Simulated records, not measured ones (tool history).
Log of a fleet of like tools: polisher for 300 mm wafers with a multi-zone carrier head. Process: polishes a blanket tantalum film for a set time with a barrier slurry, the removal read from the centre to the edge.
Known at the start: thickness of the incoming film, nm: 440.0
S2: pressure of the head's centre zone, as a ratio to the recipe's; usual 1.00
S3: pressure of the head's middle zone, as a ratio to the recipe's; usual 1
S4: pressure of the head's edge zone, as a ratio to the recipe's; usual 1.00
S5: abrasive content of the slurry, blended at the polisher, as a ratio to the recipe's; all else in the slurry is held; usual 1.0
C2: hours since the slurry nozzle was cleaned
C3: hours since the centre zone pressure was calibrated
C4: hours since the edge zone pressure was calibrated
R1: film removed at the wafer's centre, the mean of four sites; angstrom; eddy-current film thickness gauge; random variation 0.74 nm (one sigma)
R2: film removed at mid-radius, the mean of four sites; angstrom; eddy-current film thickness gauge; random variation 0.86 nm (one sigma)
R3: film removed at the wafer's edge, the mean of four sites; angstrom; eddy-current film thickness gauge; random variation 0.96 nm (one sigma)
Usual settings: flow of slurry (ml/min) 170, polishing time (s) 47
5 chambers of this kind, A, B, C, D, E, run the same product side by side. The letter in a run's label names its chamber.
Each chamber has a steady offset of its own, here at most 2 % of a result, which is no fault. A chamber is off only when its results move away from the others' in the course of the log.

{"day": 0.162, "done": "chamber E: centre zone pressure recalibrated"}
{"run": "1A", "day": 0.208, "flow of slurry (ml/min)": 170, "S2": 1.0, "S3": 1, "S4": 1.0, "S5": 1.0, "polishing time (s)": 47, "wafers polished on this pad": 138, "C2": 563.5, "C3": 990.1, "C4": 67.3, "R1": 843.02, "R2": 852.55, "R3": 859.72}
{"day": 0.421, "done": "chamber D: slurry nozzle cleaned"}
{"run": "2B", "day": 0.621, "flow of slurry (ml/min)": 170, "S2": 1.0, "S3": 1, "S4": 1.0, "S5": 1.0, "polishing time (s)": 47, "wafers polished on this pad": 576, "C2": 804.4, "C3": 109.3, "C4": 428.1, "R1": 863.12, "R2": 844.31, "R3": 855.87}
{"day": 0.783, "done": "chamber B: worn pad replaced by a new one"}
{"run": "3E", "day": 0.892, "flow of slurry (ml/min)": 170, "S2": 1.0, "S3": 1, "S4": 1.0, "S5": 1.0, "polishing time (s)": 47, "wafers polished on this pad": 1221, "C2": 125.7, "C3": 17.5, "C4": 742.0, "R1": 846.32, "R2": 857.39, "R3": 839.82}
{"day": 0.942, "done": "chamber C: worn pad replaced by a new one"}
{"day": 1.108, "done": "chamber B: slurry nozzle cleaned"}
{"day": 1.117, "done": "chamber E: worn pad replaced by a new one"}
{"run": "4D", "day": 1.258, "flow of slurry (ml/min)": 170, "S2": 1.0, "S3": 1, "S4": 1.0, "S5": 1.0, "polishing time (s)": 47, "wafers polished on this pad": 626, "C2": 20.2, "C3": 441.4, "C4": 116.0, "R1": 853.47, "R2": 848.3, "R3": 840.45}
{"day": 1.408, "done": "chamber B: edge zone pressure recalibrated"}
{"day": 1.462, "done": "chamber C: slurry nozzle cleaned"}
{"run": "5C", "day": 1.604, "flow of slurry (ml/min)": 170, "S2": 1.0, "S3": 1, "S4": 1.0, "S5": 1.0, "polishing time (s)": 47, "wafers polished on this pad": 197, "C2": 3.4, "C3": 1363.3, "C4": 239.0, "R1": 843.97, "R2": 840.75, "R3": 843.32}
{"run": "6C", "day": 1.942, "flow of slurry (ml/min)": 170, "S2": 1.0, "S3": 1, "S4": 1.0, "S5": 1.0, "polishing time (s)": 47, "wafers polished on this pad": 298, "C2": 11.5, "C3": 1371.4, "C4": 247.1, "R1": 849.29, "R2": 834.37, "R3": 854.52}
{"run": "7E", "day": 2.292, "flow of slurry (ml/min)": 170, "S2": 1.0, "S3": 1, "S4": 1.0, "S5": 1.0, "polishing time (s)": 47, "wafers polished on this pad": 349, "C2": 159.3, "C3": 51.1, "C4": 775.6, "R1": 851.03, "R2": 847.2, "R3": 829.97}
{"day": 2.3, "done": "chamber A: worn pad replaced by a new one"}
{"run": "8A", "day": 2.729, "flow of slurry (ml/min)": 170, "S2": 1.0, "S3": 1, "S4": 1.0, "S5": 1.0, "polishing time (s)": 47, "wafers polished on this pad": 128, "C2": 624.0, "C3": 1050.6, "C4": 127.8, "R1": 846.75, "R2": 846.05, "R3": 819.28}
{"run": "9B", "day": 3.029, "flow of slurry (ml/min)": 170, "S2": 1.0, "S3": 1, "S4": 1.0, "S5": 1.0, "polishing time (s)": 47, "wafers polished on this pad": 668, "C2": 46.1, "C3": 167.1, "C4": 38.9, "R1": 870.63, "R2": 852.88, "R3": 846.6}
{"day": 3.304, "done": "chamber B: worn pad replaced by a new one"}
{"run": "10D", "day": 3.333, "flow of slurry (ml/min)": 170, "S2": 1.0, "S3": 1, "S4": 1.0, "S5": 1.0, "polishing time (s)": 47, "wafers polished on this pad": 1242, "C2": 70.0, "C3": 491.2, "C4": 165.8, "R1": 847.78, "R2": 855.12, "R3": 828.98}
{"run": "11B", "day": 3.562, "flow of slurry (ml/min)": 170, "S2": 1.0, "S3": 1, "S4": 1.0, "S5": 1.0, "polishing time (s)": 47, "wafers polished on this pad": 76, "C2": 58.9, "C3": 179.9, "C4": 51.7, "R1": 854.34, "R2": 851.16, "R3": 837.28}
{"run": "12D", "day": 3.817, "flow of slurry (ml/min)": 170, "S2": 1.0, "S3": 1, "S4": 1.0, "S5": 1.0, "polishing time (s)": 47, "wafers polished on this pad": 1386, "C2": 81.6, "C3": 502.8, "C4": 177.4, "R1": 850.97, "R2": 845.36, "R3": 844.12}
{"run": "13E", "day": 4.05, "flow of slurry (ml/min)": 170, "S2": 1.0, "S3": 1, "S4": 1.0, "S5": 1.0, "polishing time (s)": 47, "wafers polished on this pad": 872, "C2": 201.5, "C3": 93.3, "C4": 817.8, "R1": 858.65, "R2": 843.83, "R3": 831.06}
{"run": "14C", "day": 4.446, "flow of slurry (ml/min)": 170, "S2": 1.0, "S3": 1, "S4": 1.0, "S5": 1.0, "polishing time (s)": 47, "wafers polished on this pad": 1042, "C2": 71.6, "C3": 1431.5, "C4": 307.2, "R1": 837.53, "R2": 826.42, "R3": 842.58}
{"day": 4.483, "done": "chamber D: worn pad replaced by a new one"}
{"day": 4.738, "done": "chamber A: worn pad replaced by a new one"}
{"day": 4.738, "done": "chamber C: worn pad replaced by a new one"}
{"run": "15A", "day": 4.817, "flow of slurry (ml/min)": 170, "S2": 0.93, "S3": 1, "S4": 1.0, "S5": 1.0, "polishing time (s)": 47, "wafers polished on this pad": 23, "C2": 674.1, "C3": 1100.7, "C4": 177.9, "R1": 772.44, "R2": 835.75, "R3": 835.92}
{"day": 5.004, "done": "chamber E: worn pad replaced by a new one"}
{"run": "16A", "day": 5.246, "flow of slurry (ml/min)": 170, "S2": 0.93, "S3": 1, "S4": 1.0, "S5": 1.0, "polishing time (s)": 47, "wafers polished on this pad": 151, "C2": 684.4, "C3": 1111.0, "C4": 188.2, "R1": 777.98, "R2": 841.48, "R3": 844.06}
{"day": 5.462, "done": "chamber B: worn pad replaced by a new one"}
{"run": "17B", "day": 5.596, "flow of slurry (ml/min)": 170, "S2": 0.93, "S3": 1, "S4": 1.0, "S5": 1.0, "polishing time (s)": 47, "wafers polished on this pad": 40, "C2": 107.7, "C3": 228.7, "C4": 100.5, "R1": 787.5, "R2": 852.52, "R3": 870.5}
{"run": "18D", "day": 5.992, "flow of slurry (ml/min)": 170, "S2": 0.93, "S3": 1, "S4": 1.0, "S5": 1.0, "polishing time (s)": 47, "wafers polished on this pad": 449, "C2": 133.8, "C3": 555.0, "C4": 229.6, "R1": 775.77, "R2": 860.84, "R3": 842.57}
{"day": 6.154, "done": "chamber C: centre zone pressure recalibrated"}
{"run": "19C", "day": 6.225, "flow of slurry (ml/min)": 170, "S2": 0.93, "S3": 1, "S4": 1.0, "S5": 1.0, "polishing time (s)": 47, "wafers polished on this pad": 442, "C2": 114.3, "C3": 1.8, "C4": 349.9, "R1": 856.72, "R2": 846.75, "R3": 836.92}
{"run": "20E", "day": 6.446, "flow of slurry (ml/min)": 170, "S2": 1.0, "S3": 1, "S4": 0.88, "S5": 1.0, "polishing time (s)": 47, "wafers polished on this pad": 428, "C2": 259.0, "C3": 150.8, "C4": 875.3, "R1": 840.69, "R2": 852.81, "R3": 784.36}
{"run": "21A", "day": 6.675, "flow of slurry (ml/min)": 170, "S2": 1.0, "S3": 1, "S4": 0.88, "S5": 1.0, "polishing time (s)": 47, "wafers polished on this pad": 576, "C2": 718.7, "C3": 1145.3, "C4": 222.5, "R1": 840.52, "R2": 844.43, "R3": 785.43}
{"day": 6.925, "done": "chamber A: worn pad replaced by a new one"}
{"run": "22E", "day": 6.938, "flow of slurry (ml/min)": 170, "S2": 1.0, "S3": 1, "S4": 0.88, "S5": 1.0, "polishing time (s)": 47, "wafers polished on this pad": 574, "C2": 270.8, "C3": 162.6, "C4": 887.1, "R1": 834.35, "R2": 830.21, "R3": 783.67}
{"run": "23B", "day": 7.375, "flow of slurry (ml/min)": 170, "S2": 1.0, "S3": 1, "S4": 0.88, "S5": 1.0, "polishing time (s)": 47, "wafers polished on this pad": 569, "C2": 150.4, "C3": 271.4, "C4": 143.2, "R1": 864.16, "R2": 845.08, "R3": 798.34}
{"run": "24D", "day": 7.704, "flow of slurry (ml/min)": 170, "S2": 1.0, "S3": 1, "S4": 0.88, "S5": 1.0, "polishing time (s)": 47, "wafers polished on this pad": 958, "C2": 174.9, "C3": 596.1, "C4": 270.7, "R1": 850.44, "R2": 840.09, "R3": 801.95}
{"day": 7.746, "done": "chamber B: worn pad replaced by a new one"}
{"run": "25C", "day": 7.908, "flow of slurry (ml/min)": 170, "S2": 1.0, "S3": 1, "S4": 1.0, "S5": 1.0, "polishing time (s)": 47, "wafers polished on this pad": 943, "C2": 154.7, "C3": 42.2, "C4": 390.3, "R1": 933.48, "R2": 827.75, "R3": 852.76}
{"run": "26A", "day": 8.121, "flow of slurry (ml/min)": 170, "S2": 1.1, "S3": 1, "S4": 1.0, "S5": 1.0, "polishing time (s)": 60, "wafers polished on this pad": 356, "C2": 753.4, "C3": 1180.0, "C4": 257.2, "R1": 1169.7, "R2": 1075.4, "R3": 1061.5}
{"day": 8.508, "done": "chamber C: worn pad replaced by a new one"}
{"run": "27E", "day": 8.525, "flow of slurry (ml/min)": 170, "S2": 1.1, "S3": 1, "S4": 1.0, "S5": 1.0, "polishing time (s)": 60, "wafers polished on this pad": 1046, "C2": 308.9, "C3": 200.7, "C4": 925.2, "R1": 1197.1, "R2": 1083.4, "R3": 1068.0}
{"run": "28C", "day": 8.817, "flow of slurry (ml/min)": 170, "S2": 1.1, "S3": 1, "S4": 1.0, "S5": 1.0, "polishing time (s)": 60, "wafers polished on this pad": 91, "C2": 176.5, "C3": 64.0, "C4": 412.1, "R1": 1314.5, "R2": 1088.8, "R3": 1054.2}
{"day": 8.971, "done": "chamber D: slurry nozzle cleaned"}
{"day": 9.071, "done": "chamber E: worn pad replaced by a new one"}
{"run": "29D", "day": 9.212, "flow of slurry (ml/min)": 170, "S2": 1.1, "S3": 1, "S4": 1.0, "S5": 1.0, "polishing time (s)": 60, "wafers polished on this pad": 1406, "C2": 5.9, "C3": 632.3, "C4": 306.9, "R1": 1187.8, "R2": 1068.1, "R3": 1091.8}
{"day": 9.3, "done": "chamber B: centre zone pressure recalibrated"}
{"day": 9.433, "done": "chamber A: worn pad replaced by a new one"}
{"run": "30B", "day": 9.442, "flow of slurry (ml/min)": 170, "S2": 1.1, "S3": 1, "S4": 1.0, "S5": 1.0, "polishing time (s)": 60, "wafers polished on this pad": 504, "C2": 200.0, "C3": 3.5, "C4": 192.8, "R1": 1209.3, "R2": 1087.5, "R3": 1106.5}
{"day": 9.479, "done": "chamber D: worn pad replaced by a new one"}
{"run": "31B", "day": 9.771, "flow of slurry (ml/min)": 170, "S2": 1.0, "S3": 1, "S4": 1.0, "S5": 1.0, "polishing time (s)": 47, "wafers polished on this pad": 602, "C2": 207.9, "C3": 11.4, "C4": 200.7, "R1": 856.11, "R2": 851.62, "R3": 856.72}
{"run": "32C", "day": 10.208, "flow of slurry (ml/min)": 170, "S2": 1.0, "S3": 1, "S4": 1.0, "S5": 1.0, "polishing time (s)": 47, "wafers polished on this pad": 505, "C2": 209.9, "C3": 97.4, "C4": 445.5, "R1": 945.04, "R2": 840.02, "R3": 856.77}
{"run": "33A", "day": 10.538, "flow of slurry (ml/min)": 170, "S2": 1.0, "S3": 1, "S4": 1.0, "S5": 1.0, "polishing time (s)": 47, "wafers polished on this pad": 328, "C2": 811.4, "C3": 1238.0, "C4": 315.2, "R1": 846.18, "R2": 834.05, "R3": 858.83}
{"run": "34D", "day": 10.85, "flow of slurry (ml/min)": 170, "S2": 1.1, "S3": 1, "S4": 1.0, "S5": 1.2, "polishing time (s)": 47, "wafers polished on this pad": 407, "C2": 45.2, "C3": 671.6, "C4": 346.2, "R1": 973.13, "R2": 875.44, "R3": 893.76}
{"day": 11.092, "done": "chamber E: edge zone pressure recalibrated"}
{"run": "35E", "day": 11.238, "flow of slurry (ml/min)": 170, "S2": 1.1, "S3": 1, "S4": 1.0, "S5": 1.2, "polishing time (s)": 47, "wafers polished on this pad": 644, "C2": 374.0, "C3": 265.8, "C4": 3.5, "R1": 980.47, "R2": 885.36, "R3": 863.59}
{"run": "36C", "day": 11.517, "flow of slurry (ml/min)": 170, "S2": 1.1, "S3": 1, "S4": 1.0, "S5": 1.2, "polishing time (s)": 47, "wafers polished on this pad": 894, "C2": 241.3, "C3": 128.8, "C4": 476.9, "R1": 1091.1, "R2": 881.88, "R3": 897.44}
{"day": 11.562, "done": "chamber D: centre zone pressure recalibrated"}
{"run": "37D", "day": 11.838, "flow of slurry (ml/min)": 170, "S2": 1.1, "S3": 1, "S4": 1.0, "S5": 1.2, "polishing time (s)": 47, "wafers polished on this pad": 701, "C2": 68.9, "C3": 6.7, "C4": 369.9, "R1": 985.68, "R2": 885.7, "R3": 891.73}

Is one chamber off against the others, does the gauge drift, or is nothing wrong? If a chamber is off, say which, and what the likeliest cause is.

A service left chamber C off against the others.
Cause: centre zone's pressure above its setpoint, % = 9.09.

Here are 4 candidates for chamber C's next run, each the usual settings with a change, their results left as question marks. Which one brings its results back in line with what the others give on the usual settings?
In line means no further than this from the other chambers' mean on the usual settings: R1 26.00 angstrom; R2 30.00 angstrom; R3 33.00 angstrom
{"run": "38C-1", "day": 12.158, "flow of slurry (ml/min)": 170, "S2": 1.03, "S3": 0.99, "S4": 0.99, "S5": 1.0, "polishing time (s)": 47, "R1": "?", "R2": "?", "R3": "?"}
{"run": "38C-2", "day": 12.158, "flow of slurry (ml/min)": 170, "S2": 0.97, "S3": 1.01, "S4": 1.01, "S5": 1.0, "polishing time (s)": 47, "R1": "?", "R2": "?", "R3": "?"}
{"run": "38C-3", "day": 12.158, "flow of slurry (ml/min)": 175, "S2": 1.08, "S3": 0.98, "S4": 0.98, "S5": 1.0, "polishing time (s)": 47, "R1": "?", "R2": "?", "R3": "?"}
{"run": "38C-4", "day": 12.158, "flow of slurry (ml/min)": 165, "S2": 0.93, "S3": 1.02, "S4": 1.02, "S5": 1.0, "polishing time (s)": 47, "R1": "?", "R2": "?", "R3": "?"}

The other chambers' mean on the usual settings: R1 847.62 angstrom; R2 844.18 angstrom; R3 841.47 angstrom
run=38C-1 R1=960.08 R2=827.85 R3=843.95
run=38C-2 R1=898.72 R2=843.32 R3=852.56
run=38C-3 R1=1016.80 R2=824.04 R3=842.64
run=38C-4 R1=852.82 R2=846.71 R3=853.64
38C-4 brings the chamber back in line.

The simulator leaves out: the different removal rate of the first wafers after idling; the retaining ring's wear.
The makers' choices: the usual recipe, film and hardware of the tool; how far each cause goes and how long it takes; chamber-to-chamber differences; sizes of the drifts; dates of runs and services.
